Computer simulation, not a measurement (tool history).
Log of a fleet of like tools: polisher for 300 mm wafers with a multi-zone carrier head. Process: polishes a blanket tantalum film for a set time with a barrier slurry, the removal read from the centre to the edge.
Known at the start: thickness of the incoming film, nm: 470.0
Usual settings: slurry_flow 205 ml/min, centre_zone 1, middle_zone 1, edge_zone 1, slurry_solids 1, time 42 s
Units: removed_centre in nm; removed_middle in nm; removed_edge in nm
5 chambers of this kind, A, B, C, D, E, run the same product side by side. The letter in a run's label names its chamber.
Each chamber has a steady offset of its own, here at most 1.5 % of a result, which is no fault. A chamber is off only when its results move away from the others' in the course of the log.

| run | hour | slurry_flow | centre_zone | middle_zone | edge_zone | slurry_solids | time | wafers polished on this pad | hours since the slurry nozzle was cleaned | hours since the centre zone pressure was calibrated | hours since the edge zone pressure was calibrated | removed_centre | removed_middle | removed_edge |
|---|---|---|---|---|---|---|---|---|---|---|---|---|---|---|
| 1B | 7.3 | 205 | 1 | 1 | 1 | 1 | 42 | 1338 | 365.3 | 568.3 | 285 | 49.778 | 50.968 | 50.607 |
|  | 14.8 | chamber E: worn pad replaced by a new one |
| 2E | 15.8 | 205 | 1 | 1 | 1 | 1 | 42 | 12 | 588.2 | 136.6 | 1106.8 | 50.64 | 50.541 | 51.224 |
| 3C | 23.7 | 205 | 1 | 1 | 1 | 1 | 42 | 1171 | 435.9 | 385.5 | 75.5 | 49.304 | 50.182 | 49.856 |
|  | 26.3 | chamber D: worn pad replaced by a new one |
| 4D | 32.1 | 205 | 1 | 1 | 1 | 1 | 42 | 65 | 360.7 | 1149.9 | 915.6 | 50.427 | 51.427 | 49.9 |
|  | 35.3 | chamber C: worn pad replaced by a new one |
|  | 39.8 | chamber B: worn pad replaced by a new one |
| 5A | 42.2 | 205 | 1 | 1 | 1 | 1 | 42 | 671 | 153.1 | 317.7 | 509.1 | 50.373 | 50.74 | 50.564 |
| 6E | 51.4 | 205 | 1 | 1 | 1 | 1 | 42 | 409 | 623.8 | 172.2 | 1142.4 | 50.028 | 50.712 | 50.95 |
| 7D | 58.1 | 205 | 1 | 1 | 1 | 1 | 42 | 355 | 386.7 | 1175.9 | 941.6 | 49.473 | 51.263 | 50.718 |
|  | 61.5 | chamber E: slurry nozzle cleaned |
|  | 65.4 | chamber A: worn pad replaced by a new one |
| 8B | 66.6 | 205 | 0.96 | 1 | 1 | 1 | 42 | 299 | 424.6 | 627.6 | 344.3 | 48.145 | 51.196 | 50.138 |
| 9C | 74.5 | 205 | 0.96 | 1 | 1 | 1 | 42 | 437 | 486.7 | 436.3 | 126.3 | 48.478 | 50.238 | 49.116 |
| 10A | 80.4 | 205 | 0.96 | 1 | 1 | 1 | 42 | 167 | 191.3 | 355.9 | 547.3 | 47.737 | 51.104 | 50.878 |
| 11A | 88.1 | 205 | 0.96 | 1 | 1 | 1 | 42 | 253 | 199 | 363.6 | 555 | 47.879 | 49.885 | 50.353 |
|  | 93.6 | chamber C: slurry nozzle cleaned |
|  | 94.7 | chamber E: worn pad replaced by a new one |
| 12E | 100.2 | 205 | 0.96 | 1 | 1 | 1 | 42 | 61 | 38.7 | 221 | 1191.2 | 49.298 | 51.102 | 50.973 |
| 13D | 110.6 | 205 | 1 | 1 | 1 | 1 | 42 | 940 | 439.2 | 1228.4 | 994.1 | 50.605 | 51.39 | 51.361 |
| 14C | 118.8 | 205 | 1 | 1 | 1 | 1 | 42 | 931 | 25.2 | 480.6 | 170.6 | 51.268 | 50.415 | 50.328 |
|  | 122.6 | chamber A: slurry nozzle cleaned |
| 15B | 124.5 | 205 | 1 | 1 | 1 | 1 | 42 | 945 | 482.5 | 685.5 | 402.2 | 51.674 | 50.16 | 50.725 |
|  | 132.4 | chamber E: edge zone pressure recalibrated |
|  | 133 | chamber A: centre zone pressure recalibrated |
| 16C | 136.5 | 205 | 1 | 1 | 1 | 1 | 42 | 1128 | 42.9 | 498.3 | 188.3 | 50.637 | 50.058 | 49.536 |
|  | 142.1 | chamber C: worn pad replaced by a new one |
|  | 144.3 | chamber D: centre zone pressure recalibrated |
| 17D | 147.7 | 205 | 1 | 1 | 1 | 1 | 42 | 1354 | 476.3 | 3.5 | 1031.2 | 49.86 | 51.476 | 51.314 |
|  | 150.5 | chamber A: worn pad replaced by a new one |
|  | 154.2 | chamber B: worn pad replaced by a new one |
| 18A | 155.4 | 205 | 1 | 1 | 1 | 1 | 42 | 55 | 32.8 | 22.4 | 622.3 | 50.5 | 50.68 | 50.357 |
|  | 157.7 | chamber D: worn pad replaced by a new one |
| 19E | 161 | 205 | 1 | 1 | 1 | 1 | 42 | 739 | 99.5 | 281.8 | 28.6 | 48.472 | 51.238 | 51.411 |
|  | 161.6 | chamber B: centre zone pressure recalibrated |
| 20B | 171 | 205 | 1 | 1 | 1 | 1 | 42 | 187 | 529 | 9.4 | 448.7 | 52.027 | 50.71 | 50.546 |
|  | 180.1 | chamber E: worn pad replaced by a new one |
| 21C | 182.2 | 205 | 1 | 1 | 1 | 1 | 42 | 447 | 88.6 | 544 | 234 | 50.686 | 49.503 | 49.307 |
|  | 185.4 | chamber B: edge zone pressure recalibrated |
| 22D | 190.2 | 205 | 1 | 1 | 1 | 1 | 42 | 362 | 518.8 | 46 | 1073.7 | 50.163 | 50.728 | 50.604 |
| 23E | 198 | 205 | 1 | 1 | 1 | 1 | 42 | 200 | 136.5 | 318.8 | 65.6 | 50.393 | 51.558 | 51.329 |
| 24A | 209.6 | 205 | 1 | 1 | 1 | 1 | 42 | 659 | 87 | 76.6 | 676.5 | 50.961 | 50.351 | 50.68 |
| 25B | 218.9 | 205 | 1 | 1 | 1 | 1 | 42 | 721 | 576.9 | 57.3 | 33.6 | 51.192 | 51.079 | 50.783 |
| 26A | 224.5 | 205 | 1 | 1 | 1 | 1 | 42 | 825 | 101.9 | 91.5 | 691.4 | 50.212 | 50.488 | 50.201 |
| 27E | 237.1 | 205 | 1 | 1 | 1 | 1 | 42 | 636 | 175.6 | 357.9 | 104.7 | 49.2 | 50.758 | 51.047 |
|  | 239.8 | chamber A: worn pad replaced by a new one |
| 28B | 243 | 205 | 1 | 1 | 1 | 1 | 42 | 990 | 601 | 81.4 | 57.7 | 50.534 | 50.591 | 51.457 |
|  | 245.3 | chamber C: worn pad replaced by a new one |
| 29C | 253.8 | 205 | 1.07 | 1 | 1.11 | 1 | 42 | 95 | 160.2 | 615.6 | 305.6 | 54.757 | 50.186 | 52.961 |
|  | 262.9 | chamber D: worn pad replaced by a new one |
|  | 263.1 | chamber E: worn pad replaced by a new one |
| 30D | 264.2 | 205 | 1.07 | 1 | 1.11 | 1 | 42 | 14 | 592.8 | 120 | 1147.7 | 53.653 | 51.084 | 54.205 |
| 31D | 274.6 | 205 | 1.07 | 1 | 1.11 | 1 | 42 | 130 | 603.2 | 130.4 | 1158.1 | 55.341 | 51.256 | 52.925 |
| 32B | 285.6 | 205 | 1.07 | 1 | 1.11 | 1 | 42 | 1465 | 643.6 | 124 | 100.3 | 53.67 | 50.864 | 53.34 |
|  | 288.6 | chamber B: worn pad replaced by a new one |
| 33C | 296.1 | 205 | 1.07 | 1 | 1.11 | 1 | 42 | 567 | 202.5 | 657.9 | 347.9 | 53.966 | 50.851 | 52.996 |
| 34A | 304 | 205 | 1 | 1 | 1 | 1 | 42 | 716 | 181.4 | 171 | 770.9 | 50.212 | 49.9 | 49.81 |
| 35E | 311.5 | 205 | 1 | 1 | 1 | 1 | 42 | 540 | 250 | 432.3 | 179.1 | 49.804 | 49.565 | 50.168 |
| 36A | 323.5 | 205 | 1 | 1 | 1 | 1 | 42 | 934 | 200.9 | 190.5 | 790.4 | 50.871 | 50.83 | 50.377 |
|  | 328 | chamber E: worn pad replaced by a new one |
| 37E | 329.4 | 165 | 1 | 1 | 1 | 1 | 28 | 15 | 267.9 | 450.2 | 197 | 32.472 | 33.078 | 32.716 |
|  | 333 | chamber A: worn pad replaced by a new one |
| 38B | 340.3 | 165 | 1 | 1 | 1 | 1 | 28 | 577 | 698.3 | 178.7 | 155 | 32.605 | 32.676 | 32.725 |
| 39C | 348.6 | 165 | 1 | 1 | 1 | 1 | 28 | 1152 | 255 | 710.4 | 400.4 | 32.144 | 32.523 | 32.059 |
| 40D | 358.7 | 165 | 1 | 1 | 1 | 1 | 28 | 1068 | 687.3 | 214.5 | 1242.2 | 32.088 | 32.409 | 33.536 |
|  | 366 | chamber A: slurry nozzle cleaned |
|  | 368.2 | chamber C: worn pad replaced by a new one |
| 41C | 368.4 | 165 | 1 | 1 | 1 | 1 | 28 | 2 | 274.8 | 730.2 | 420.2 | 32.237 | 32.36 | 32.801 |
| 42A | 375.3 | 205 | 1.1 | 1 | 1 | 1.1 | 42 | 472 | 9.4 | 242.3 | 842.2 | 57.184 | 51.713 | 52.041 |

What goes on in this fleet: one chamber off, a drifting gauge, or nothing beyond the chambers' own small offsets? Name the chamber and the cause, if any.

No chamber stands off beyond its own small offset, and the gauge holds steady.

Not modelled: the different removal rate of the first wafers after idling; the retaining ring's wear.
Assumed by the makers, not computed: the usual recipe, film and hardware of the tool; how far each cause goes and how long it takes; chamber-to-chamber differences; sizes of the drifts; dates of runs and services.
